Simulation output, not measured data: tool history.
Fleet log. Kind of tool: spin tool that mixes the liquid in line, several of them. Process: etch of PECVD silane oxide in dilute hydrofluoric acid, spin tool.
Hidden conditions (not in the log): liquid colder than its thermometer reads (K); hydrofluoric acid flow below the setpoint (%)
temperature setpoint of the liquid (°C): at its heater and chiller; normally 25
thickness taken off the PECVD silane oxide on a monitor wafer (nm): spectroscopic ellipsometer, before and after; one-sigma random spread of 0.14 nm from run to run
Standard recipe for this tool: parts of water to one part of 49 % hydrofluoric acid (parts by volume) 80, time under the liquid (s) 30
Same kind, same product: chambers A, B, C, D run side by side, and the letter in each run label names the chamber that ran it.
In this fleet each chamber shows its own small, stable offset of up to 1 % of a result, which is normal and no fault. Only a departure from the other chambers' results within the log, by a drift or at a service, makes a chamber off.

| run | hour | temperature setpoint of the liquid (°C) | parts of water to one part of 49 % hydrofluoric acid (parts by volume) | time under the liquid (s) | hours since the thermometer was replaced | hours since the hydrofluoric acid flow meter was replaced | read-back film thickness of the PECVD silane oxide reference wafer, read on the same gauge (nm) | thickness taken off the PECVD silane oxide on a monitor wafer (nm) |
|---|---|---|---|---|---|---|---|---|
| 1A | 8.8 | 25 | 80 | 30 | 1772.9 | 428.2 | 130 | 16.675 |
| 2D | 16.8 | 25 | 80 | 30 | 1334.3 | 920.4 | 129.98 | 17.07 |
| 3C | 23.6 | 25 | 80 | 30 | 966.7 | 553 | 130.02 | 16.874 |
| 4B | 31.9 | 25 | 80 | 30 | 585.5 | 1749.8 | 129.95 | 16.679 |
| 5D | 40.3 | 25 | 80 | 30 | 1357.8 | 943.9 | 129.99 | 17.381 |
| 6A | 44.8 | 25 | 80 | 30 | 1808.9 | 464.2 | 129.98 | 16.665 |
| 7B | 51.9 | 25 | 80 | 30 | 605.5 | 1769.8 | 129.95 | 17.119 |
| 8C | 59.6 | 25 | 80 | 30 | 1002.7 | 589 | 130 | 16.839 |
| 9C | 65.1 | 25 | 80 | 30 | 1008.2 | 594.5 | 129.99 | 16.772 |
| 10B | 70.2 | 25 | 80 | 30 | 623.8 | 1788.1 | 130.01 | 17.11 |
| 11A | 74.6 | 25 | 80 | 30 | 1838.7 | 494 | 129.97 | 16.785 |
| 12D | 80.1 | 25 | 80 | 30 | 1397.6 | 983.7 | 130.01 | 17.027 |
| 13B | 86.8 | 25 | 80 | 30 | 640.4 | 1804.7 | 129.98 | 17.11 |
| 14D | 90.8 | 25 | 80 | 30 | 1408.3 | 994.4 | 130.01 | 17.032 |
| 15A | 99.3 | 25 | 80 | 30 | 1863.4 | 518.7 | 129.98 | 17.099 |
| 16C | 107 | 28.5 | 80 | 30 | 1050.1 | 636.4 | 129.98 | 19.313 |
| 17D | 115.7 | 28.5 | 80 | 30 | 1433.2 | 1019.3 | 129.98 | 19.583 |
| 18C | 122.2 | 28.5 | 80 | 30 | 1065.3 | 651.6 | 130.01 | 19.653 |
| 19B | 129.5 | 28.5 | 80 | 30 | 683.1 | 1847.4 | 129.94 | 19.533 |
| 20A | 137.8 | 25 | 80 | 30 | 1901.9 | 557.2 | 130.05 | 16.83 |
| 21D | 145.4 | 25 | 80 | 30 | 1462.9 | 1049 | 129.98 | 16.999 |
| 22A | 151.3 | 25 | 80 | 30 | 1915.4 | 570.7 | 130.02 | 16.782 |
| 23B | 155.6 | 25 | 80 | 30 | 709.2 | 1873.5 | 129.96 | 17.005 |
| 24C | 159.5 | 25 | 80 | 30 | 1102.6 | 688.9 | 129.97 | 16.909 |
| 25C | 165 | 25 | 80 | 30 | 1108.1 | 694.4 | 129.98 | 16.711 |
| 26B | 171 | 25 | 80 | 30 | 724.6 | 1888.9 | 129.95 | 17.193 |
|  | 172.3 | chamber B: hydrofluoric acid flow meter replaced |
| 27A | 177.7 | 25 | 80 | 30 | 1941.8 | 597.1 | 130.03 | 16.859 |
| 28D | 182.1 | 25 | 80 | 30 | 1499.6 | 1085.7 | 130 | 17.079 |
| 29A | 187.2 | 25 | 80 | 30 | 1951.3 | 606.6 | 129.98 | 16.713 |
| 30B | 193.1 | 25 | 80 | 30 | 746.7 | 20.8 | 129.99 | 16.843 |

Is one chamber off against the others, does the gauge drift, or is nothing wrong? If a chamber is off, say which, and what the likeliest cause is.

Nothing is wrong: each chamber keeps only its own small, steady offset and the gauge holds still.

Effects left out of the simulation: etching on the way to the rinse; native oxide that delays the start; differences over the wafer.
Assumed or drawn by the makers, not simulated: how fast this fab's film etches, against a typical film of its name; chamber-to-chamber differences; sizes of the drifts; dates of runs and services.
